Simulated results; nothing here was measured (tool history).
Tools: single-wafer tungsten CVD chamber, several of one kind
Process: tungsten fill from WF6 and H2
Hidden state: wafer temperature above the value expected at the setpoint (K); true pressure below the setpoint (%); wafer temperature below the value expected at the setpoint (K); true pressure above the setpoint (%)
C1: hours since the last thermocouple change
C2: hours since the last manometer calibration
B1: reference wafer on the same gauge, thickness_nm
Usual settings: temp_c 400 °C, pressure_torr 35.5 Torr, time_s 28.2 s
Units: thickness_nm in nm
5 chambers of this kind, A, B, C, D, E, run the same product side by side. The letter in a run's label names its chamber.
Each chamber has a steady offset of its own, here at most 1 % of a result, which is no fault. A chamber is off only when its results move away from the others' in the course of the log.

Run 1D, hour 5.9: usual settings; C1 1509.3; C2 2226.8; B1 90.89. Result: thickness_nm 88.888 nm.
Run 2B, hour 10.5: usual settings; C1 940.9; C2 1168.7; B1 90.896. Result: thickness_nm 87.969 nm.
Run 3E, hour 17.7: usual settings; C1 838.5; C2 470.5; B1 90.903. Result: thickness_nm 89.084 nm.
Run 4C, hour 22.8: usual settings; C1 1941.7; C2 743.5; B1 90.896. Result: thickness_nm 89.102 nm.
Run 5A, hour 30.1: usual settings but time_s 25.7 s; C1 1396.9; C2 1065.3; B1 90.9. Result: thickness_nm 80.965 nm.
Run 6D, hour 37: usual settings but time_s 25.7 s; C1 1540.4; C2 2257.9; B1 90.97. Result: thickness_nm 80.856 nm.
Run 7A, hour 44.2: usual settings but time_s 25.7 s; C1 1411; C2 1079.4; B1 90.839. Result: thickness_nm 81.772 nm.
Run 8C, hour 49.3: usual settings but time_s 25.7 s; C1 1968.2; C2 770; B1 90.805. Result: thickness_nm 81.343 nm.
Run 9E, hour 56.5: usual settings but time_s 25.7 s; C1 877.3; C2 509.3; B1 90.848. Result: thickness_nm 80.348 nm.
Run 10B, hour 60.5: usual settings but temp_c 412 °C; C1 990.9; C2 1218.7; B1 90.875. Result: thickness_nm 109.05 nm.
Run 11A, hour 66.4: usual settings but temp_c 412 °C; C1 1433.2; C2 1101.6; B1 90.929. Result: thickness_nm 110.33 nm.
Run 12C, hour 73.2: usual settings but temp_c 412 °C; C1 1992.1; C2 793.9; B1 90.925. Result: thickness_nm 109.4 nm.
Run 13E, hour 80: usual settings but temp_c 412 °C; C1 900.8; C2 532.8; B1 90.878. Result: thickness_nm 108.36 nm.
Run 14B, hour 86.9: usual settings but temp_c 412 °C; C1 1017.3; C2 1245.1; B1 90.885. Result: thickness_nm 108.43 nm.
Run 15D, hour 90.6: usual settings; C1 1594; C2 2311.5; B1 90.917. Result: thickness_nm 88.849 nm.
Run 16B, hour 94.9: usual settings; C1 1025.3; C2 1253.1; B1 90.891. Result: thickness_nm 89.025 nm.
Run 17D, hour 99.8: usual settings; C1 1603.2; C2 2320.7; B1 90.929. Result: thickness_nm 89.256 nm.
Run 18E, hour 105.7: usual settings but temp_c 409 °C, time_s 30.7 s; C1 926.5; C2 558.5; B1 90.824. Result: thickness_nm 112.63 nm.
Run 19C, hour 109.6: usual settings but temp_c 409 °C, time_s 30.7 s; C1 2028.5; C2 830.3; B1 90.896. Result: thickness_nm 114.63 nm.
Run 20A, hour 113.8: usual settings but temp_c 409 °C, time_s 30.7 s; C1 1480.6; C2 1149; B1 90.926. Result: thickness_nm 112.77 nm.
Run 21B, hour 118.2: usual settings but temp_c 409 °C, time_s 30.7 s; C1 1048.6; C2 1276.4; B1 90.921. Result: thickness_nm 112.45 nm.
Run 22E, hour 123.2: usual settings but temp_c 409 °C, time_s 30.7 s; C1 944; C2 576; B1 90.843. Result: thickness_nm 111.59 nm.
Run 23D, hour 129.3: usual settings; C1 1632.7; C2 2350.2; B1 90.861. Result: thickness_nm 88.938 nm.
Run 24A, hour 133.8: usual settings; C1 1500.6; C2 1169; B1 90.88. Result: thickness_nm 88.946 nm.
Run 25C, hour 140.8: usual settings; C1 2059.7; C2 861.5; B1 90.843. Result: thickness_nm 89.849 nm.
Run 26B, hour 144.6: usual settings; C1 1075; C2 1302.8; B1 91.008. Result: thickness_nm 88.527 nm.
Run 27E, hour 149.4: usual settings but time_s 32.3 s; C1 970.2; C2 602.2; B1 90.916. Result: thickness_nm 100.95 nm.
Run 28D, hour 154.9: usual settings but time_s 32.3 s; C1 1658.3; C2 2375.8; B1 90.877. Result: thickness_nm 101.72 nm.
Run 29A, hour 160.2: usual settings but time_s 32.3 s; C1 1527; C2 1195.4; B1 90.853. Result: thickness_nm 101.89 nm.
Run 30C, hour 163.9: usual settings but time_s 32.3 s; C1 2082.8; C2 884.6; B1 90.906. Result: thickness_nm 103.93 nm.
Run 31A, hour 168.5: usual settings but time_s 32.3 s; C1 1535.3; C2 1203.7; B1 90.898. Result: thickness_nm 101.69 nm.
Run 32B, hour 174.4: usual settings; C1 1104.8; C2 1332.6; B1 90.906. Result: thickness_nm 89.155 nm.
Run 33E, hour 178.5: usual settings; C1 999.3; C2 631.3; B1 90.948. Result: thickness_nm 88.281 nm.
Run 34C, hour 183.5: usual settings; C1 2102.4; C2 904.2; B1 90.894. Result: thickness_nm 91.127 nm.
Run 35D, hour 189.3: usual settings; C1 1692.7; C2 2410.2; B1 90.841. Result: thickness_nm 88.808 nm.
At hour 194.3: chamber D: capacitance manometer re-zeroed and calibrated.
Run 36B, hour 197.5: usual settings; C1 1127.9; C2 1355.7; B1 90.864. Result: thickness_nm 88.702 nm.
Run 37D, hour 201.3: usual settings; C1 1704.7; C2 7.1; B1 90.884. Result: thickness_nm 89.069 nm.
Run 38C, hour 206.8: usual settings; C1 2125.7; C2 927.5; B1 90.943. Result: thickness_nm 91.028 nm.

Is one chamber off against the others, does the gauge drift, or is nothing wrong? If a chamber is off, say which, and what the likeliest cause is.

Chamber C drifts away from the others.
Cause: true pressure above the setpoint (%) = 4.99.
The log may not tell that from: wafer temperature above the value expected at the setpoint (K).

Here are 4 candidates for chamber C's next run, each the usual settings with a change, their results left as question marks. Which one brings its results back in line with what the others give on the usual settings?
In line means no further than this from the other chambers' mean on the usual settings: thickness_nm 1.3 nm
Run 39C-1, hour 212.9: usual settings but temp_c 398 °C, pressure_torr 35.1 Torr, time_s 27.8 s. Result: thickness_nm ?.
Run 39C-2, hour 212.9: usual settings but pressure_torr 36 Torr, time_s 28.7 s. Result: thickness_nm ?.
Run 39C-3, hour 212.9: usual settings but temp_c 402 °C, pressure_torr 35.9 Torr, time_s 28.7 s. Result: thickness_nm ?.
Run 39C-4, hour 212.9: usual settings but temp_c 399 °C, pressure_torr 35.3 Torr, time_s 28 s. Result: thickness_nm ?.

The other chambers' mean on the usual settings: thickness_nm 88.751 nm
  run  thickness_nm
39C-1        86.286
39C-2        93.533
39C-3        96.745
39C-4        88.757
39C-4 brings the chamber back in line.
